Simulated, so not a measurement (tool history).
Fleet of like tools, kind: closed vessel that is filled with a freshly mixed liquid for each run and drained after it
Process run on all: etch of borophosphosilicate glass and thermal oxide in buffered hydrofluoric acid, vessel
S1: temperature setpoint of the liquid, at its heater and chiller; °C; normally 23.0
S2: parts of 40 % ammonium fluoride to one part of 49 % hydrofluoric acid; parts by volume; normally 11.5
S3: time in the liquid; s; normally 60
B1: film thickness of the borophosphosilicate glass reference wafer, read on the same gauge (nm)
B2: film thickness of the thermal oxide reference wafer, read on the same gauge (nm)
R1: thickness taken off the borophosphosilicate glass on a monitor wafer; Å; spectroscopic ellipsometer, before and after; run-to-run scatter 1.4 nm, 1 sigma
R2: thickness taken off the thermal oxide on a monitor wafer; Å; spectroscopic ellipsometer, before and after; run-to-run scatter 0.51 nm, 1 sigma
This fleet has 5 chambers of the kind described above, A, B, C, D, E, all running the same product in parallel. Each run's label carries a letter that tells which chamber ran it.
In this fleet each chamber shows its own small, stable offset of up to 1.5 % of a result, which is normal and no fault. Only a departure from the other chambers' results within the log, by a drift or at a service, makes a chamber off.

run 1C hour=2.6 | S1=23.0 S2=11.5 S3=60 | B1=110.00 B2=49.963 | R1=1787.1 R2=560.04
run 2B hour=7.2 | S1=23.0 S2=11.5 S3=60 | B1=109.99 B2=49.958 | R1=1777.6 R2=566.96
run 3A hour=10.2 | S1=23.0 S2=11.5 S3=60 | B1=109.97 B2=49.983 | R1=1782.4 R2=557.35
run 4E hour=12.9 | S1=23.0 S2=11.5 S3=60 | B1=110.03 B2=50.013 | R1=1791.0 R2=561.11
run 5D hour=15.0 | S1=23.0 S2=11.5 S3=60 | B1=109.98 B2=50.016 | R1=1774.7 R2=571.16
run 6C hour=17.8 | S1=23.0 S2=11.5 S3=60 | B1=110.01 B2=50.003 | R1=1761.6 R2=565.02
run 7A hour=20.7 | S1=23.0 S2=11.5 S3=60 | B1=110.00 B2=49.961 | R1=1785.7 R2=552.53
run 8B hour=23.8 | S1=23.0 S2=11.5 S3=60 | B1=110.02 B2=50.032 | R1=1793.8 R2=567.34
run 9D hour=27.1 | S1=23.0 S2=11.5 S3=60 | B1=109.98 B2=50.021 | R1=1762.4 R2=564.54
run 10E hour=30.7 | S1=23.0 S2=11.5 S3=60 | B1=109.97 B2=49.965 | R1=1817.3 R2=551.29
run 11A hour=35.3 | S1=23.0 S2=11.5 S3=60 | B1=110.00 B2=50.033 | R1=1779.1 R2=550.41
run 12D hour=38.0 | S1=23.0 S2=11.5 S3=60 | B1=110.03 B2=49.978 | R1=1766.7 R2=559.27
run 13C hour=41.1 | S1=23.0 S2=11.5 S3=60 | B1=109.99 B2=49.970 | R1=1769.5 R2=564.86
run 14B hour=44.8 | S1=23.0 S2=11.5 S3=60 | B1=110.04 B2=50.033 | R1=1761.9 R2=568.32
run 15E hour=48.8 | S1=23.0 S2=11.5 S3=60 | B1=110.00 B2=50.036 | R1=1791.6 R2=559.31
run 16A hour=52.4 | S1=23.0 S2=11.5 S3=60 | B1=109.99 B2=50.035 | R1=1763.9 R2=567.80
run 17B hour=55.0 | S1=23.0 S2=11.5 S3=60 | B1=109.99 B2=49.962 | R1=1739.3 R2=559.58
run 18D hour=59.6 | S1=23.0 S2=11.5 S3=75 | B1=109.99 B2=50.008 | R1=2208.5 R2=697.48
run 19E hour=63.7 | S1=23.0 S2=11.5 S3=75 | B1=110.00 B2=49.989 | R1=2252.0 R2=692.38
run 20C hour=68.5 | S1=23.0 S2=11.5 S3=75 | B1=109.97 B2=49.978 | R1=2187.7 R2=689.91
run 21C hour=72.1 | S1=23.0 S2=11.5 S3=75 | B1=110.00 B2=49.997 | R1=2216.7 R2=691.84
run 22E hour=75.6 | S1=23.0 S2=11.5 S3=75 | B1=110.01 B2=49.998 | R1=2244.7 R2=710.72
run 23A hour=80.4 | S1=19.0 S2=14.0 S3=60 | B1=109.99 B2=49.990 | R1=1190.4 R2=366.19
run 24D hour=82.9 | S1=19.0 S2=14.0 S3=60 | B1=110.00 B2=50.002 | R1=1141.9 R2=370.75
run 25B hour=86.5 | S1=19.0 S2=14.0 S3=60 | B1=110.01 B2=49.955 | R1=1173.5 R2=366.61
run 26D hour=89.3 | S1=19.0 S2=14.0 S3=60 | B1=110.00 B2=50.002 | R1=1177.5 R2=365.91
run 27E hour=92.5 | S1=19.0 S2=14.0 S3=60 | B1=110.01 B2=49.987 | R1=1190.7 R2=369.51
run 28A hour=95.1 | S1=23.0 S2=11.5 S3=60 | B1=110.01 B2=49.990 | R1=1771.2 R2=555.22
run 29C hour=97.9 | S1=23.0 S2=11.5 S3=60 | B1=109.98 B2=50.032 | R1=1729.4 R2=561.22
run 30B hour=102.6 | S1=23.0 S2=11.5 S3=60 | B1=109.99 B2=50.015 | R1=1744.7 R2=561.78
run 31C hour=107.1 | S1=27.5 S2=11.5 S3=40 | B1=109.99 B2=49.997 | R1=1490.0 R2=480.91
run 32A hour=111.5 | S1=27.5 S2=11.5 S3=40 | B1=110.02 B2=49.983 | R1=1492.7 R2=464.29
run 33D hour=114.4 | S1=27.5 S2=11.5 S3=40 | B1=109.98 B2=50.006 | R1=1519.3 R2=479.43
run 34B hour=116.7 | S1=27.5 S2=11.5 S3=40 | B1=110.02 B2=49.998 | R1=1501.2 R2=479.03
run 35E hour=119.1 | S1=27.5 S2=11.5 S3=40 | B1=109.97 B2=49.987 | R1=1530.4 R2=481.54
run 36B hour=122.8 | S1=23.0 S2=11.5 S3=60 | B1=109.97 B2=49.975 | R1=1776.3 R2=559.44

Has any chamber moved away from the others, gradually or after a service, or does the common gauge drift, or do the chambers differ only by their own small steady offsets? State the chamber and the most likely cause if one applies.

All chambers stay in line apart from their small fixed offsets, and the gauge does not drift.
